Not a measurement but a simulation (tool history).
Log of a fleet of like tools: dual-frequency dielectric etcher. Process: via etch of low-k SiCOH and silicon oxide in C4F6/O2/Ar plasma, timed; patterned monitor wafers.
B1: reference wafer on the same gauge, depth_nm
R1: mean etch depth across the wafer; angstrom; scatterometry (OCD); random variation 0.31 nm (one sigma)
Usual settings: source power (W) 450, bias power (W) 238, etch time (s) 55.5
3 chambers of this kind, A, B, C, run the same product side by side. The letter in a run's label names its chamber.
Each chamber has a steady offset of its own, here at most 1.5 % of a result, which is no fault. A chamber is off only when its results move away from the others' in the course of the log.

run 1B hour=3.6 | source_power_(W)=450 bias_power_(W)=238 etch_time_(s)=55.5 | B1=148.98 | R1=1783.9
run 2C hour=6.0 | source_power_(W)=450 bias_power_(W)=238 etch_time_(s)=55.5 | B1=149.05 | R1=1787.2
run 3A hour=9.1 | source_power_(W)=450 bias_power_(W)=238 etch_time_(s)=55.5 | B1=148.93 | R1=1759.7
run 4C hour=13.6 | source_power_(W)=450 bias_power_(W)=238 etch_time_(s)=55.5 | B1=148.89 | R1=1786.3
run 5B hour=16.8 | source_power_(W)=450 bias_power_(W)=238 etch_time_(s)=55.5 | B1=148.89 | R1=1783.9
run 6A hour=19.5 | source_power_(W)=450 bias_power_(W)=238 etch_time_(s)=55.5 | B1=148.79 | R1=1752.5
-- hour=22.0 chamber B: bias power generator calibrated
run 7C hour=23.2 | source_power_(W)=450 bias_power_(W)=238 etch_time_(s)=55.5 | B1=148.80 | R1=1789.4
run 8A hour=26.0 | source_power_(W)=450 bias_power_(W)=238 etch_time_(s)=55.5 | B1=148.74 | R1=1756.0
run 9B hour=28.9 | source_power_(W)=450 bias_power_(W)=238 etch_time_(s)=55.5 | B1=148.74 | R1=1788.2
run 10C hour=33.0 | source_power_(W)=450 bias_power_(W)=238 etch_time_(s)=55.5 | B1=148.65 | R1=1779.8
run 11B hour=37.0 | source_power_(W)=450 bias_power_(W)=238 etch_time_(s)=55.5 | B1=148.62 | R1=1777.3
run 12A hour=39.5 | source_power_(W)=450 bias_power_(W)=238 etch_time_(s)=55.5 | B1=148.64 | R1=1754.4
run 13C hour=44.2 | source_power_(W)=450 bias_power_(W)=238 etch_time_(s)=55.5 | B1=148.60 | R1=1782.4
run 14A hour=48.9 | source_power_(W)=450 bias_power_(W)=238 etch_time_(s)=55.5 | B1=148.53 | R1=1758.1
run 15B hour=51.7 | source_power_(W)=450 bias_power_(W)=238 etch_time_(s)=55.5 | B1=148.48 | R1=1778.2
run 16A hour=54.5 | source_power_(W)=450 bias_power_(W)=238 etch_time_(s)=55.5 | B1=148.48 | R1=1754.9
run 17C hour=58.4 | source_power_(W)=450 bias_power_(W)=238 etch_time_(s)=55.5 | B1=148.49 | R1=1778.8
run 18B hour=63.2 | source_power_(W)=450 bias_power_(W)=238 etch_time_(s)=55.5 | B1=148.48 | R1=1779.2
run 19C hour=65.7 | source_power_(W)=450 bias_power_(W)=238 etch_time_(s)=55.5 | B1=148.41 | R1=1781.0
run 20A hour=69.2 | source_power_(W)=450 bias_power_(W)=238 etch_time_(s)=55.5 | B1=148.40 | R1=1755.4
run 21B hour=73.9 | source_power_(W)=450 bias_power_(W)=186 etch_time_(s)=63.5 | B1=148.24 | R1=1879.5
run 22A hour=78.3 | source_power_(W)=450 bias_power_(W)=186 etch_time_(s)=63.5 | B1=148.30 | R1=1846.8
run 23C hour=82.3 | source_power_(W)=450 bias_power_(W)=186 etch_time_(s)=63.5 | B1=148.27 | R1=1885.1
run 24B hour=86.8 | source_power_(W)=450 bias_power_(W)=238 etch_time_(s)=55.5 | B1=148.22 | R1=1776.9
run 25C hour=90.2 | source_power_(W)=450 bias_power_(W)=238 etch_time_(s)=55.5 | B1=148.13 | R1=1775.2
run 26B hour=95.0 | source_power_(W)=450 bias_power_(W)=238 etch_time_(s)=55.5 | B1=148.11 | R1=1777.6
run 27A hour=98.7 | source_power_(W)=450 bias_power_(W)=238 etch_time_(s)=55.5 | B1=148.12 | R1=1749.1
run 28A hour=101.9 | source_power_(W)=450 bias_power_(W)=295 etch_time_(s)=45.0 | B1=148.08 | R1=1524.0
run 29C hour=105.2 | source_power_(W)=450 bias_power_(W)=295 etch_time_(s)=45.0 | B1=148.02 | R1=1546.8
-- hour=106.4 chamber B: wet clean of the chamber
run 30B hour=107.5 | source_power_(W)=450 bias_power_(W)=295 etch_time_(s)=45.0 | B1=147.99 | R1=1543.2
run 31B hour=111.3 | source_power_(W)=450 bias_power_(W)=238 etch_time_(s)=55.5 | B1=147.94 | R1=1772.0

All 3 chambers run these settings next. Forecast each chamber's results:
run 32A hour=114.8 | source_power_(W)=450 bias_power_(W)=238 etch_time_(s)=55.5 | R1=?
run 32B hour=114.8 | source_power_(W)=450 bias_power_(W)=238 etch_time_(s)=55.5 | R1=?
run 32C hour=114.8 | source_power_(W)=450 bias_power_(W)=238 etch_time_(s)=55.5 | R1=?

run=32A R1=1751.2
run=32B R1=1770.8
run=32C R1=1773.2
